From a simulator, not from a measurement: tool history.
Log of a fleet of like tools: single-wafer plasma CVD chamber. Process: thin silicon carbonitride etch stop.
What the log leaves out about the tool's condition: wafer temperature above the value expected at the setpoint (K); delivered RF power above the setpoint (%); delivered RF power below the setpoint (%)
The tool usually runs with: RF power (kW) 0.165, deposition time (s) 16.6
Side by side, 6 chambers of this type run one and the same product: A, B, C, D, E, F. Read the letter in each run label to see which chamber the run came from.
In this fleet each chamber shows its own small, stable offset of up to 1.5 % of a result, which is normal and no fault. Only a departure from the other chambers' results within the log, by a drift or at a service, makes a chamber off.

run,hour,RF power (kW),deposition time (s),hours since the last thermocouple change,hours since the last RF generator calibration,"read-back reference wafer on the same gauge, thickness_nm",mean film thickness on the monitor wafer (nm)
1C,9.6,0.165,16.6,386.8,338.5,9.6873,8.7929
2B,18.4,0.165,16.6,852.6,86.1,9.6804,9.0827
3A,23.2,0.165,16.6,1557.4,923.4,9.687,9.0204
4D,33,0.165,16.6,1088.5,214.9,9.6716,8.9259
5F,42.1,0.165,16.6,1226.9,1408.6,9.6869,9.0299
6E,49,0.165,16.6,2111.2,1675.2,9.6785,8.9837
7C,55.9,0.165,16.6,433.1,384.8,9.6794,8.8461
8E,65.3,0.165,16.6,2127.5,1691.5,9.6835,9.012
9F,71.5,0.195,16.6,1256.3,1438,9.6744,9.3681
10A,76.7,0.195,16.6,1610.9,976.9,9.6756,9.3563
11D,86.4,0.195,16.6,1141.9,268.3,9.6753,9.3852
12B,94.8,0.195,16.6,929,162.5,9.6809,9.548
# hour 95: chamber F: thermocouple changed; heater temperature recalibrated
13D,99.8,0.195,16.6,1155.3,281.7,9.6887,9.3311
14E,104.4,0.195,16.6,2166.6,1730.6,9.6893,9.4843
15F,109.2,0.165,16.6,14.3,1475.7,9.6659,9.0071
16C,116,0.165,16.6,493.2,444.9,9.6683,8.8929
17B,125.6,0.165,16.6,959.8,193.3,9.6833,9.103
18A,132.1,0.165,16.6,1666.3,1032.3,9.6713,8.9469
19A,142.1,0.165,16.6,1676.3,1042.3,9.6781,8.9183
20B,148.2,0.135,16.6,982.4,215.9,9.6736,8.4483
# hour 155.1: chamber A: thermocouple changed; heater temperature recalibrated
21F,156.2,0.135,16.6,61.3,1522.7,9.6798,8.5195
22E,162.2,0.135,16.6,2224.4,1788.4,9.6714,8.4698
23D,170.6,0.135,16.6,1226.1,352.5,9.6678,8.3948
24C,175.1,0.135,16.6,552.3,504,9.6836,8.2972
25B,184.8,0.135,16.6,1019,252.5,9.6803,8.4707
26D,193.9,0.165,16.6,1249.4,375.8,9.6678,8.8761
27A,200.7,0.165,19.4,45.6,1100.9,9.6703,10.403
28C,210.4,0.165,19.4,587.6,539.3,9.6876,10.315
29E,216.3,0.165,19.4,2278.5,1842.5,9.6762,10.577
# hour 224.5: chamber E: thermocouple changed; heater temperature recalibrated
30F,225.7,0.165,19.4,130.8,1592.2,9.6861,10.415
31B,233.9,0.165,19.4,1068.1,301.6,9.6819,10.538
32C,242,0.165,19.4,619.2,570.9,9.691,10.379
33A,248.6,0.165,16.6,93.5,1148.8,9.683,8.9987
34D,254.5,0.175,16.6,1310,436.4,9.6914,9.0655
35F,262.7,0.175,16.6,167.8,1629.2,9.6831,9.1584
36E,269.5,0.175,16.6,45,1895.7,9.6756,9.1523
37A,277.1,0.175,16.6,122,1177.3,9.6713,9.11
38B,285.9,0.175,16.6,1120.1,353.6,9.6869,9.2416
39C,293.4,0.175,16.6,670.6,622.3,9.6743,8.9864
40E,298.7,0.165,19.5,74.2,1924.9,9.6863,10.606
41D,304.1,0.165,19.5,1359.6,486,9.685,10.534
42F,309.5,0.165,19.5,214.6,1676,9.6835,10.511
43F,319.3,0.165,19.5,224.4,1685.8,9.677,10.529
44A,329.3,0.165,19.5,174.2,1229.5,9.678,10.51

Next, all 6 chambers run the settings below, one line each with question marks for the results. What does each chamber give?
45A,336.4,0.135,16.6,,,,?
45B,336.4,0.135,16.6,,,,?
45C,336.4,0.135,16.6,,,,?
45D,336.4,0.135,16.6,,,,?
45E,336.4,0.135,16.6,,,,?
45F,336.4,0.135,16.6,,,,?

run,mean film thickness on the monitor wafer (nm)
45A,8.4659
45B,8.5187
45C,8.3725
45D,8.3778
45E,8.4305
45F,8.3762
